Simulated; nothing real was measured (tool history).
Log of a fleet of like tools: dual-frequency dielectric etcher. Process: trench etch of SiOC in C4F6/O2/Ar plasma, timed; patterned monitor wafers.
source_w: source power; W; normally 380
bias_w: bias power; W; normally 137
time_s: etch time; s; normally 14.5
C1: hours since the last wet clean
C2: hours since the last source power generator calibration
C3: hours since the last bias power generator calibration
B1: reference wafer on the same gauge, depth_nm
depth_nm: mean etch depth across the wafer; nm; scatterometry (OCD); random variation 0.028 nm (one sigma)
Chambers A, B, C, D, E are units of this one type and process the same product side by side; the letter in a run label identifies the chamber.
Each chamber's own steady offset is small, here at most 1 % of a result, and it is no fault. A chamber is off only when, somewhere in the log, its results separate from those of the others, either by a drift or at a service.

run 1D hour=4.7 | source_w=380 bias_w=137 time_s=14.5 | C1=233.8 C2=1002.9 C3=2472 | B1=29.706 | depth_nm=26.922
run 2B hour=10.8 | source_w=380 bias_w=137 time_s=14.5 | C1=59.7 C2=735.5 C3=336.9 | B1=29.709 | depth_nm=27.339
run 3C hour=14.9 | source_w=380 bias_w=137 time_s=14.5 | C1=303.2 C2=442.8 C3=3235.9 | B1=29.707 | depth_nm=27.282
run 4E hour=22.7 | source_w=380 bias_w=137 time_s=14.5 | C1=147.5 C2=726.7 C3=1901.4 | B1=29.719 | depth_nm=27.212
run 5A hour=30.8 | source_w=380 bias_w=137 time_s=14.5 | C1=495.4 C2=714.5 C3=1938.4 | B1=29.728 | depth_nm=27.053
run 6A hour=38.9 | source_w=380 bias_w=137 time_s=14.5 | C1=503.5 C2=722.6 C3=1946.5 | B1=29.722 | depth_nm=27.044
run 7C hour=44.8 | source_w=380 bias_w=137 time_s=14.5 | C1=333.1 C2=472.7 C3=3265.8 | B1=29.731 | depth_nm=27.281
run 8E hour=50.7 | source_w=380 bias_w=137 time_s=14.5 | C1=175.5 C2=754.7 C3=1929.4 | B1=29.74 | depth_nm=27.267
run 9B hour=56.3 | source_w=380 bias_w=114 time_s=12 | C1=105.2 C2=781 C3=382.4 | B1=29.74 | depth_nm=21.455
run 10D hour=63.6 | source_w=380 bias_w=114 time_s=12 | C1=292.7 C2=1061.8 C3=2530.9 | B1=29.741 | depth_nm=21.118
run 11C hour=69.8 | source_w=380 bias_w=114 time_s=12 | C1=358.1 C2=497.7 C3=3290.8 | B1=29.747 | depth_nm=21.388
run 12A hour=77.8 | source_w=380 bias_w=114 time_s=12 | C1=542.4 C2=761.5 C3=1985.4 | B1=29.752 | depth_nm=21.239
run 13B hour=85.4 | source_w=380 bias_w=114 time_s=12 | C1=134.3 C2=810.1 C3=411.5 | B1=29.756 | depth_nm=21.478
run 14E hour=92.3 | source_w=380 bias_w=137 time_s=14.5 | C1=217.1 C2=796.3 C3=1971 | B1=29.757 | depth_nm=27.203
run 15D hour=98.3 | source_w=380 bias_w=137 time_s=14.5 | C1=327.4 C2=1096.5 C3=2565.6 | B1=29.77 | depth_nm=26.951
run 16C hour=105.6 | source_w=380 bias_w=137 time_s=14.5 | C1=393.9 C2=533.5 C3=3326.6 | B1=29.768 | depth_nm=27.291
run 17E hour=112.1 | source_w=380 bias_w=137 time_s=14.5 | C1=236.9 C2=816.1 C3=1990.8 | B1=29.774 | depth_nm=27.265
run 18A hour=118.2 | source_w=380 bias_w=137 time_s=14.5 | C1=582.8 C2=801.9 C3=2025.8 | B1=29.781 | depth_nm=27.091
run 19B hour=121.9 | source_w=380 bias_w=137 time_s=14.5 | C1=170.8 C2=846.6 C3=448 | B1=29.777 | depth_nm=27.421
run 20D hour=126 | source_w=380 bias_w=137 time_s=14.5 | C1=355.1 C2=1124.2 C3=2593.3 | B1=29.782 | depth_nm=27.045
run 21D hour=129.9 | source_w=380 bias_w=137 time_s=14.5 | C1=359 C2=1128.1 C3=2597.2 | B1=29.794 | depth_nm=27.028
run 22C hour=134.2 | source_w=380 bias_w=137 time_s=14.5 | C1=422.5 C2=562.1 C3=3355.2 | B1=29.793 | depth_nm=27.329
run 23A hour=139.8 | source_w=380 bias_w=137 time_s=14.5 | C1=604.4 C2=823.5 C3=2047.4 | B1=29.805 | depth_nm=27.144
-- hour=140.3 chamber A: bias power generator calibrated
run 24E hour=143.7 | source_w=420 bias_w=137 time_s=14.5 | C1=268.5 C2=847.7 C3=2022.4 | B1=29.806 | depth_nm=28.375
run 25B hour=148.5 | source_w=420 bias_w=137 time_s=14.5 | C1=197.4 C2=873.2 C3=474.6 | B1=29.796 | depth_nm=28.5
run 26B hour=153.6 | source_w=420 bias_w=137 time_s=14.5 | C1=202.5 C2=878.3 C3=479.7 | B1=29.801 | depth_nm=28.455
run 27E hour=157.9 | source_w=420 bias_w=137 time_s=14.5 | C1=282.7 C2=861.9 C3=2036.6 | B1=29.81 | depth_nm=28.361
run 28A hour=163.2 | source_w=420 bias_w=137 time_s=14.5 | C1=627.8 C2=846.9 C3=23 | B1=29.815 | depth_nm=28.267
run 29C hour=167.5 | source_w=380 bias_w=137 time_s=14.5 | C1=455.8 C2=595.4 C3=3388.5 | B1=29.824 | depth_nm=27.332
run 30D hour=172.7 | source_w=380 bias_w=137 time_s=14.5 | C1=401.8 C2=1170.9 C3=2640 | B1=29.817 | depth_nm=27.077
run 31E hour=179.3 | source_w=380 bias_w=137 time_s=14.5 | C1=304.1 C2=883.3 C3=2058 | B1=29.818 | depth_nm=27.349

Is one chamber out of step, is the gauge drifting, or do the chambers differ by no more than their own small offsets? For an off chamber, give its letter and the likeliest cause.

The gauge drifts, so all chambers seem to drift together. No chamber is off.
Most likely cause: gauge reads high (%) = 0.421.
